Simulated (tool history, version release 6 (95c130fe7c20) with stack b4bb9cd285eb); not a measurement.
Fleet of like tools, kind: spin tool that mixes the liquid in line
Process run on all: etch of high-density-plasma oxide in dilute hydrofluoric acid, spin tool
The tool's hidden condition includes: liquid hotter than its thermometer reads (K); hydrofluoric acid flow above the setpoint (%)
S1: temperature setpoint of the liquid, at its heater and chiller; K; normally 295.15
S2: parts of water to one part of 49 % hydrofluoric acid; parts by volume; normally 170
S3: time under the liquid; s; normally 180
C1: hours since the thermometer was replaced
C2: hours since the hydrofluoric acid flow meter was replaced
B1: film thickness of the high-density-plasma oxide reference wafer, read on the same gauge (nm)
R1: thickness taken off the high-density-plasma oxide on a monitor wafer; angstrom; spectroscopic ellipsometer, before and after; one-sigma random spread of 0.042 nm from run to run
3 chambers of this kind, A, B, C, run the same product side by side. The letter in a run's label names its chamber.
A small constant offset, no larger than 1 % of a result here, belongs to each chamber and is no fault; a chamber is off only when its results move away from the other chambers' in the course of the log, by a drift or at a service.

run,hour,S1,S2,S3,C1,C2,B1,R1
1A,3.1,295.15,170,180,303.3,290.3,30.001,47.361
2B,6.3,295.15,170,180,307.1,43.4,29.981,46.115
3C,8.9,295.15,170,180,1968.2,12.5,29.987,45.319
4B,13.9,295.15,170,180,314.7,51.0,29.999,46.342
5C,18.1,295.15,170,180,1977.4,21.7,29.983,46.070
6A,22.4,295.15,170,180,322.6,309.6,30.001,46.420
7C,26.0,295.15,170,180,1985.3,29.6,30.003,46.407
8A,30.4,295.15,250,180,330.6,317.6,30.006,29.359
9B,33.9,295.15,250,180,334.7,71.0,30.000,29.133
10A,37.1,295.15,250,180,337.3,324.3,30.027,29.233
11B,41.0,295.15,170,180,341.8,78.1,30.004,45.989
12C,45.1,295.15,170,180,2004.4,48.7,29.980,46.396
13B,50.4,295.15,170,180,351.2,87.5,29.974,47.221
14A,53.0,290.65,170,180,353.2,340.2,29.995,39.109
15C,57.9,290.65,170,180,2017.2,61.5,29.987,38.966
16C,60.3,290.65,170,180,2019.6,63.9,29.996,38.959
17B,63.1,295.15,170,180,363.9,100.2,30.016,46.425
18A,68.0,295.15,170,180,368.2,355.2,30.009,47.035
19C,71.3,295.15,170,180,2030.6,74.9,29.983,45.703
20B,74.5,295.15,170,180,375.3,111.6,30.009,47.078
21A,79.4,295.15,170,180,379.6,366.6,29.987,46.821
22A,83.3,295.15,170,180,383.5,370.5,29.983,47.187
23B,85.8,295.15,170,180,386.6,122.9,30.010,46.090
24C,88.7,295.15,170,180,2048.0,92.3,30.029,46.036
25C,93.6,295.15,170,180,2052.9,97.2,30.015,46.209
26B,96.7,295.15,170,180,397.5,133.8,29.988,45.737
27A,99.2,295.15,170,180,399.4,386.4,30.014,47.915
28B,101.6,295.15,170,180,402.4,138.7,29.981,45.921
29A,105.8,295.15,170,180,406.0,393.0,30.004,47.802
30C,109.0,295.15,170,180,2068.3,112.6,29.995,45.983
31C,112.3,295.15,170,180,2071.6,115.9,30.013,46.607
32A,116.2,295.15,170,180,416.4,403.4,29.988,48.566
33B,120.9,295.15,170,180,421.7,158.0,30.004,46.129
34B,124.5,295.15,105,245,425.3,161.6,30.004,110.160
35C,129.5,295.15,105,245,2088.8,133.1,30.018,110.560
36A,132.5,295.15,105,245,432.7,419.7,29.972,115.930
37B,135.9,295.15,170,180,436.7,173.0,30.002,46.951
38A,140.4,295.15,170,180,440.6,427.6,30.025,49.509
39C,144.5,295.15,170,180,2103.8,148.1,30.007,46.245
40C,149.5,295.15,170,180,2108.8,153.1,29.998,46.602

For the next run the whole fleet of 3 chambers uses the same settings. Give each chamber's results:
41A,153.3,298.65,170,180,,,,?
41B,153.3,298.65,170,180,,,,?
41C,153.3,298.65,170,180,,,,?

run,R1
41A,56.971
41B,53.250
41C,52.090
